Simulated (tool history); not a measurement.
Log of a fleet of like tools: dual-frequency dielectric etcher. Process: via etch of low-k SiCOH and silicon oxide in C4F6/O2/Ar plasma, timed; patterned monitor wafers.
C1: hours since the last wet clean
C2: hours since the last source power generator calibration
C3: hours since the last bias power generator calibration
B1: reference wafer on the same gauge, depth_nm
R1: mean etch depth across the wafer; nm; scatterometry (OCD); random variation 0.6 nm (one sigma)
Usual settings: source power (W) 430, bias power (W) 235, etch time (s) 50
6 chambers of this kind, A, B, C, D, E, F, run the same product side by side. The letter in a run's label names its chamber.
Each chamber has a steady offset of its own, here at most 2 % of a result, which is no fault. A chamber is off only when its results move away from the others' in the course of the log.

run 1E hour=4.1 | source_power_(W)=430 bias_power_(W)=235 etch_time_(s)=50 | C1=364.9 C2=224.7 C3=3083.5 | B1=156.08 | R1=147.41
run 2A hour=9.9 | source_power_(W)=430 bias_power_(W)=235 etch_time_(s)=50 | C1=214.7 C2=3741 C3=2859.5 | B1=156.04 | R1=149.15
run 3D hour=14 | source_power_(W)=430 bias_power_(W)=235 etch_time_(s)=50 | C1=248.3 C2=2143.8 C3=2057.1 | B1=155.86 | R1=147.84
run 4C hour=18.6 | source_power_(W)=430 bias_power_(W)=235 etch_time_(s)=50 | C1=298.8 C2=634 C3=1688 | B1=156.01 | R1=145.51
run 5F hour=23.7 | source_power_(W)=430 bias_power_(W)=235 etch_time_(s)=50 | C1=312.9 C2=851.4 C3=3669.7 | B1=155.88 | R1=146.92
-- hour=25.7 chamber C: wet clean of the chamber
-- hour=29.1 chamber E: wet clean of the chamber
run 6B hour=30.5 | source_power_(W)=430 bias_power_(W)=235 etch_time_(s)=50 | C1=49.3 C2=847.8 C3=2386.2 | B1=155.86 | R1=146.17
run 7D hour=35.3 | source_power_(W)=430 bias_power_(W)=235 etch_time_(s)=50 | C1=269.6 C2=2165.1 C3=2078.4 | B1=156 | R1=148.55
run 8C hour=41.9 | source_power_(W)=430 bias_power_(W)=283 etch_time_(s)=60.5 | C1=16.2 C2=657.3 C3=1711.3 | B1=156.04 | R1=187.3
run 9B hour=48.6 | source_power_(W)=430 bias_power_(W)=283 etch_time_(s)=60.5 | C1=67.4 C2=865.9 C3=2404.3 | B1=155.94 | R1=187.84
run 10A hour=52.8 | source_power_(W)=430 bias_power_(W)=283 etch_time_(s)=60.5 | C1=257.6 C2=3783.9 C3=2902.4 | B1=156.15 | R1=192.22
run 11E hour=59.8 | source_power_(W)=430 bias_power_(W)=283 etch_time_(s)=60.5 | C1=30.7 C2=280.4 C3=3139.2 | B1=156 | R1=189.63
run 12F hour=63.9 | source_power_(W)=430 bias_power_(W)=283 etch_time_(s)=60.5 | C1=353.1 C2=891.6 C3=3709.9 | B1=156.24 | R1=189.3
run 13D hour=72.9 | source_power_(W)=430 bias_power_(W)=283 etch_time_(s)=60.5 | C1=307.2 C2=2202.7 C3=2116 | B1=155.8 | R1=189.93
run 14C hour=79.9 | source_power_(W)=430 bias_power_(W)=258 etch_time_(s)=40 | C1=54.2 C2=695.3 C3=1749.3 | B1=155.94 | R1=120.22
run 15A hour=87.5 | source_power_(W)=430 bias_power_(W)=258 etch_time_(s)=40 | C1=292.3 C2=3818.6 C3=2937.1 | B1=156.08 | R1=122.5
-- hour=91.1 chamber D: wet clean of the chamber
run 16B hour=93.4 | source_power_(W)=430 bias_power_(W)=258 etch_time_(s)=40 | C1=112.2 C2=910.7 C3=2449.1 | B1=156.07 | R1=119.71
run 17E hour=98.9 | source_power_(W)=430 bias_power_(W)=258 etch_time_(s)=40 | C1=69.8 C2=319.5 C3=3178.3 | B1=156.02 | R1=120.69
run 18F hour=103.8 | source_power_(W)=430 bias_power_(W)=258 etch_time_(s)=40 | C1=393 C2=931.5 C3=3749.8 | B1=155.83 | R1=120.51
run 19A hour=108.5 | source_power_(W)=430 bias_power_(W)=258 etch_time_(s)=40 | C1=313.3 C2=3839.6 C3=2958.1 | B1=156.14 | R1=121.89
run 20D hour=114 | source_power_(W)=430 bias_power_(W)=235 etch_time_(s)=50 | C1=22.9 C2=2243.8 C3=2157.1 | B1=156.01 | R1=148.22
run 21F hour=118.5 | source_power_(W)=430 bias_power_(W)=235 etch_time_(s)=50 | C1=407.7 C2=946.2 C3=3764.5 | B1=156.17 | R1=145.5
run 22C hour=123.7 | source_power_(W)=430 bias_power_(W)=235 etch_time_(s)=50 | C1=98 C2=739.1 C3=1793.1 | B1=155.91 | R1=145.55
run 23B hour=129.8 | source_power_(W)=430 bias_power_(W)=235 etch_time_(s)=50 | C1=148.6 C2=947.1 C3=2485.5 | B1=156.04 | R1=145.78
run 24E hour=135.9 | source_power_(W)=430 bias_power_(W)=235 etch_time_(s)=50 | C1=106.8 C2=356.5 C3=3215.3 | B1=155.94 | R1=146.64
run 25E hour=140.6 | source_power_(W)=430 bias_power_(W)=235 etch_time_(s)=50 | C1=111.5 C2=361.2 C3=3220 | B1=156.14 | R1=147.66
run 26C hour=149.5 | source_power_(W)=430 bias_power_(W)=235 etch_time_(s)=50 | C1=123.8 C2=764.9 C3=1818.9 | B1=156.07 | R1=145.32
run 27D hour=154.9 | source_power_(W)=430 bias_power_(W)=235 etch_time_(s)=50 | C1=63.8 C2=2284.7 C3=2198 | B1=155.87 | R1=148.48
run 28F hour=163.8 | source_power_(W)=430 bias_power_(W)=235 etch_time_(s)=50 | C1=453 C2=991.5 C3=3809.8 | B1=156.11 | R1=143.44
run 29A hour=171 | source_power_(W)=430 bias_power_(W)=235 etch_time_(s)=50 | C1=375.8 C2=3902.1 C3=3020.6 | B1=156.07 | R1=149.72
run 30B hour=177.3 | source_power_(W)=430 bias_power_(W)=235 etch_time_(s)=50 | C1=196.1 C2=994.6 C3=2533 | B1=156.11 | R1=145.21
run 31B hour=185.5 | source_power_(W)=430 bias_power_(W)=235 etch_time_(s)=50 | C1=204.3 C2=1002.8 C3=2541.2 | B1=155.94 | R1=145.51
run 32D hour=190.2 | source_power_(W)=430 bias_power_(W)=235 etch_time_(s)=50 | C1=99.1 C2=2320 C3=2233.3 | B1=156.06 | R1=148.14
run 33F hour=194.3 | source_power_(W)=430 bias_power_(W)=235 etch_time_(s)=50 | C1=483.5 C2=1022 C3=3840.3 | B1=156.07 | R1=144.02
run 34E hour=201.3 | source_power_(W)=430 bias_power_(W)=235 etch_time_(s)=50 | C1=172.2 C2=421.9 C3=3280.7 | B1=155.89 | R1=147.16
run 35A hour=209.6 | source_power_(W)=430 bias_power_(W)=235 etch_time_(s)=50 | C1=414.4 C2=3940.7 C3=3059.2 | B1=156.02 | R1=149.05
run 36C hour=218.6 | source_power_(W)=430 bias_power_(W)=192 etch_time_(s)=41.5 | C1=192.9 C2=834 C3=1888 | B1=156.13 | R1=113.18
run 37C hour=223.1 | source_power_(W)=430 bias_power_(W)=192 etch_time_(s)=41.5 | C1=197.4 C2=838.5 C3=1892.5 | B1=156.17 | R1=113.33
run 38D hour=230.9 | source_power_(W)=430 bias_power_(W)=192 etch_time_(s)=41.5 | C1=139.8 C2=2360.7 C3=2274 | B1=156.04 | R1=114.77
run 39E hour=238.2 | source_power_(W)=430 bias_power_(W)=192 etch_time_(s)=41.5 | C1=209.1 C2=458.8 C3=3317.6 | B1=156.05 | R1=113.85
run 40B hour=245.3 | source_power_(W)=430 bias_power_(W)=192 etch_time_(s)=41.5 | C1=264.1 C2=1062.6 C3=2601 | B1=156.03 | R1=113.19
run 41F hour=254.7 | source_power_(W)=430 bias_power_(W)=192 etch_time_(s)=41.5 | C1=543.9 C2=1082.4 C3=3900.7 | B1=156.04 | R1=110.36
run 42A hour=263.7 | source_power_(W)=430 bias_power_(W)=194 etch_time_(s)=50 | C1=468.5 C2=3994.8 C3=3113.3 | B1=156.08 | R1=139.59
run 43E hour=268.4 | source_power_(W)=430 bias_power_(W)=194 etch_time_(s)=50 | C1=239.3 C2=489 C3=3347.8 | B1=155.94 | R1=138.17
run 44F hour=273.5 | source_power_(W)=430 bias_power_(W)=194 etch_time_(s)=50 | C1=562.7 C2=1101.2 C3=3919.5 | B1=155.96 | R1=132.55

Next, every chamber runs the same settings. What will each give?
run 45A hour=280.4 | source_power_(W)=360 bias_power_(W)=235 etch_time_(s)=50 | R1=?
run 45B hour=280.4 | source_power_(W)=360 bias_power_(W)=235 etch_time_(s)=50 | R1=?
run 45C hour=280.4 | source_power_(W)=360 bias_power_(W)=235 etch_time_(s)=50 | R1=?
run 45D hour=280.4 | source_power_(W)=360 bias_power_(W)=235 etch_time_(s)=50 | R1=?
run 45E hour=280.4 | source_power_(W)=360 bias_power_(W)=235 etch_time_(s)=50 | R1=?
run 45F hour=280.4 | source_power_(W)=360 bias_power_(W)=235 etch_time_(s)=50 | R1=?

run=45A R1=138.71
run=45B R1=136.49
run=45C R1=136.09
run=45D R1=138.46
run=45E R1=137.75
run=45F R1=132.43
